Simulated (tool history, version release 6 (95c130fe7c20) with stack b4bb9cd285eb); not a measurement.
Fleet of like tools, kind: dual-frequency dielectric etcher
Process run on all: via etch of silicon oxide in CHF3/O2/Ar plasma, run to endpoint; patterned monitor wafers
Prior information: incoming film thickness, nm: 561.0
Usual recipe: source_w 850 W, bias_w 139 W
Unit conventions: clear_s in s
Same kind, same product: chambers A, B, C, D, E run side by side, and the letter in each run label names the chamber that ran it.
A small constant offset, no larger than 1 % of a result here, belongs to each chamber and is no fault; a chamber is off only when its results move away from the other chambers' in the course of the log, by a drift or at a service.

run 1B hour=7.8 | source_w=850 bias_w=139 | clear_s=267.38
run 2E hour=14.9 | source_w=850 bias_w=139 | clear_s=272.61
run 3A hour=22.6 | source_w=850 bias_w=139 | clear_s=269.74
-- hour=24.8 chamber B: wet clean of the chamber
run 4D hour=30.4 | source_w=850 bias_w=139 | clear_s=264.4
run 5C hour=38.9 | source_w=850 bias_w=139 | clear_s=271.98
run 6D hour=48.3 | source_w=850 bias_w=139 | clear_s=266.31
run 7E hour=55.5 | source_w=850 bias_w=139 | clear_s=271.23
run 8A hour=60.5 | source_w=850 bias_w=139 | clear_s=267.15
run 9B hour=66.8 | source_w=850 bias_w=139 | clear_s=270.17
run 10C hour=74.7 | source_w=940 bias_w=139 | clear_s=261.27
run 11C hour=82.3 | source_w=940 bias_w=139 | clear_s=258.52
run 12E hour=91.8 | source_w=940 bias_w=139 | clear_s=259.72
run 13A hour=97.6 | source_w=940 bias_w=139 | clear_s=261.41
run 14D hour=102.7 | source_w=940 bias_w=139 | clear_s=254.11
run 15B hour=108.2 | source_w=850 bias_w=139 | clear_s=268.27
run 16D hour=114.9 | source_w=850 bias_w=139 | clear_s=260.63
run 17A hour=119.9 | source_w=850 bias_w=139 | clear_s=269.21
run 18E hour=124.9 | source_w=850 bias_w=139 | clear_s=268.01
run 19B hour=131 | source_w=850 bias_w=139 | clear_s=269.15
run 20C hour=136.6 | source_w=750 bias_w=107 | clear_s=307.62
run 21A hour=146.8 | source_w=750 bias_w=107 | clear_s=306.51
run 22C hour=154.8 | source_w=750 bias_w=107 | clear_s=307.73
-- hour=158.2 chamber A: wet clean of the chamber
run 23E hour=165.5 | source_w=750 bias_w=107 | clear_s=307.5
run 24D hour=171 | source_w=750 bias_w=107 | clear_s=295.03
run 25B hour=176.5 | source_w=850 bias_w=139 | clear_s=270.18
run 26E hour=186.2 | source_w=850 bias_w=139 | clear_s=270.4
run 27A hour=192.8 | source_w=850 bias_w=139 | clear_s=270.31
run 28C hour=200.1 | source_w=960 bias_w=139 | clear_s=260.1
run 29B hour=210.4 | source_w=960 bias_w=139 | clear_s=256.71
run 30D hour=217.1 | source_w=960 bias_w=139 | clear_s=243.09
run 31B hour=226.9 | source_w=960 bias_w=139 | clear_s=256.88
run 32D hour=232.1 | source_w=960 bias_w=139 | clear_s=241.85
run 33A hour=240.9 | source_w=850 bias_w=139 | clear_s=269.92
run 34E hour=247.3 | source_w=850 bias_w=139 | clear_s=271.8
run 35C hour=253.1 | source_w=850 bias_w=139 | clear_s=273.1

Has any chamber moved away from the others, gradually or after a service, or does the common gauge drift, or do the chambers differ only by their own small steady offsets? State the chamber and the most likely cause if one applies.

Little by little, chamber D moves away from the other chambers.
What lies behind it: etch rate over this chamber's usual, % = 5.49.

Below are 4 candidate recipes for chamber D's next run, each the usual settings with a change, their results shown as question marks. Which of them brings D's results back in line with what the other chambers give on the usual settings?
Maximum distance from the other chambers' mean on the usual settings for a result to count as in line: clear_s 5.3 s
run 36D-1 hour=260.8 | source_w=760 bias_w=128 | clear_s=?
run 36D-2 hour=260.8 | source_w=680 bias_w=117 | clear_s=?
run 36D-3 hour=260.8 | source_w=1060 bias_w=166 | clear_s=?
run 36D-4 hour=260.8 | source_w=990 bias_w=139 | clear_s=?

The other chambers' mean on the usual settings: clear_s 270.12 s
run=36D-1 clear_s=271.57
run=36D-2 clear_s=291.77
run=36D-3 clear_s=219.58
run=36D-4 clear_s=238.34
With 36D-1, the chamber falls back in line with the rest.
